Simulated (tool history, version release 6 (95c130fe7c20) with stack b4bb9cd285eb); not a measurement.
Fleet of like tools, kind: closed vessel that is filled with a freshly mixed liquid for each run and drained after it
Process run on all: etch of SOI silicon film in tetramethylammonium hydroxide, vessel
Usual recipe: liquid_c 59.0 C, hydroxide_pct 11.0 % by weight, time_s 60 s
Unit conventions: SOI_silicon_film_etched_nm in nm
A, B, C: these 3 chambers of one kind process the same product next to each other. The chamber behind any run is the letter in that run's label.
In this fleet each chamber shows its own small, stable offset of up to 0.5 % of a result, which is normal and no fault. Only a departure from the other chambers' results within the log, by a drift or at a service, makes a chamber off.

run,hour,liquid_c,hydroxide_pct,time_s,"read-back film thickness of the SOI silicon film reference wafer, read on the same gauge (nm)",SOI_silicon_film_etched_nm
1C,4.3,59.0,11.0,60,150.02,206.41
2A,6.9,59.0,11.0,60,150.01,207.61
3B,10.5,59.0,11.0,60,149.99,210.35
4A,15.2,59.0,11.0,60,149.99,208.39
5C,18.9,59.0,11.0,60,149.96,207.94
6B,23.6,59.0,11.0,60,150.00,207.30
7C,26.1,59.0,11.0,60,150.03,207.38
8A,30.0,59.0,11.0,60,149.99,209.56
9B,33.9,59.0,11.0,60,150.00,207.96
10C,36.0,59.0,11.0,60,150.02,205.87
11B,38.6,59.0,11.0,60,150.00,205.14
12A,43.3,59.0,11.0,60,149.98,208.05
13C,47.8,59.0,11.0,60,150.00,209.66
14A,50.6,59.0,11.0,60,150.01,205.77
15B,53.4,59.0,11.0,60,150.00,209.08
16C,56.3,59.0,11.0,60,150.00,212.19
17B,58.9,59.0,11.0,60,149.98,209.47
18A,63.0,62.5,13.5,60,149.99,232.02
19B,67.2,62.5,13.5,60,149.99,236.50
20A,71.5,62.5,13.5,60,150.03,236.92
21C,74.7,59.0,11.0,60,150.03,215.65
22C,79.1,59.0,11.0,75,150.02,274.64
23B,83.5,59.0,11.0,75,149.99,258.57
24A,86.5,59.0,11.0,75,149.97,258.22
25C,88.5,59.0,11.0,60,150.02,217.71
26B,91.8,59.0,11.0,60,149.99,206.82
27A,94.6,59.0,11.0,60,149.99,207.94
28A,98.8,59.0,11.0,60,150.01,208.36
29B,103.1,59.0,7.5,35,150.00,140.15

Each of the 3 chambers runs these same settings next. Fill in every chamber's results:
30A,106.5,56.0,11.0,60,,?
30B,106.5,56.0,11.0,60,,?
30C,106.5,56.0,11.0,60,,?

run,SOI_silicon_film_etched_nm
30A,172.28
30B,171.37
30C,187.82

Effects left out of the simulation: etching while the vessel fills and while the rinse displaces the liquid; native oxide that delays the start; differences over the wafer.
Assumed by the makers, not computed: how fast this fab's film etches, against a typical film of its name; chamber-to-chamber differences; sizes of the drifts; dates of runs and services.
